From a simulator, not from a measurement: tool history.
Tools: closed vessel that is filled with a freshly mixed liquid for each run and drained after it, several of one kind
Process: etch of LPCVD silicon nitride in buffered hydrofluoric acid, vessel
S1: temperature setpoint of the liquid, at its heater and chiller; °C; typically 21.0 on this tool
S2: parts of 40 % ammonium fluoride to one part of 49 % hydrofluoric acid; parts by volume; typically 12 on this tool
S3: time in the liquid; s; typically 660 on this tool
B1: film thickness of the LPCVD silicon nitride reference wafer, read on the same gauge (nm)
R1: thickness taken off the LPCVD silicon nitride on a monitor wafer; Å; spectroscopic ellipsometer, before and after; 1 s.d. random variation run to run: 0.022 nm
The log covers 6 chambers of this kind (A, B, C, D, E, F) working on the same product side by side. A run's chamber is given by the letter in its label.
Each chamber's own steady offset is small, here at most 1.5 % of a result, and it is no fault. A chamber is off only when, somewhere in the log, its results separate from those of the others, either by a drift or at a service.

run	hour	S1	S2	S3	B1	R1
1F	11.8	21.0	12	660	70.027	62.480
2E	18.0	21.0	12	660	69.982	61.904
3C	29.6	21.0	12	660	69.973	62.075
4B	37.9	21.0	12	660	69.983	62.281
5A	47.5	21.0	12	660	70.010	62.125
6D	56.3	21.0	12	660	70.019	61.887
7C	66.0	21.0	12	660	69.990	61.916
8E	74.9	21.0	12	850	70.002	80.001
9A	82.9	21.0	12	850	69.987	79.435
10B	89.4	21.0	12	850	69.978	80.418
11D	95.3	21.0	12	850	70.042	79.162
12F	106.2	21.0	12	850	70.007	81.025
13C	116.0	21.0	12	850	69.994	80.140
14D	121.9	17.5	12	660	70.008	50.535
15E	132.0	17.5	12	660	69.979	51.112
16F	137.3	17.5	12	660	70.026	51.667
17B	146.6	17.5	12	660	69.996	50.872
18A	158.1	17.5	12	660	69.998	50.497
19C	169.9	17.5	12	660	69.979	51.216
20F	176.2	21.0	12	660	69.999	62.354
21B	188.1	17.5	15	660	70.024	40.765
22E	198.2	17.5	15	660	69.980	41.222
23D	207.3	17.5	15	660	70.018	40.744
24A	212.5	17.5	15	660	69.998	40.738
25A	218.9	17.5	15	660	69.956	40.831
26E	226.8	17.5	15	660	70.029	41.386
27B	237.9	21.0	12	660	69.981	62.012
28C	249.6	21.0	12	660	70.054	62.181
29F	260.8	21.0	12	660	69.991	62.668
30D	268.2	21.0	12	660	70.004	61.579
# hour 268.7: chamber B: thermometer replaced
31A	273.9	23.0	10	660	69.987	82.507
32E	281.9	23.0	10	660	69.959	84.421
33B	291.8	23.0	10	660	69.958	82.783
34C	303.0	23.0	10	660	70.012	82.289
35D	314.2	23.0	10	660	69.989	82.639
36F	322.8	23.0	10	660	70.029	83.125
37F	329.8	21.0	12	660	69.998	62.545

Next, all 6 chambers run the settings below, one line each with question marks for the results. What does each chamber give?
38A	338.4	21.0	16	660		?
38B	338.4	21.0	16	660		?
38C	338.4	21.0	16	660		?
38D	338.4	21.0	16	660		?
38E	338.4	21.0	16	660		?
38F	338.4	21.0	16	660		?

run	R1
38A	46.679
38B	46.505
38C	46.825
38D	46.458
38E	48.036
38F	47.337
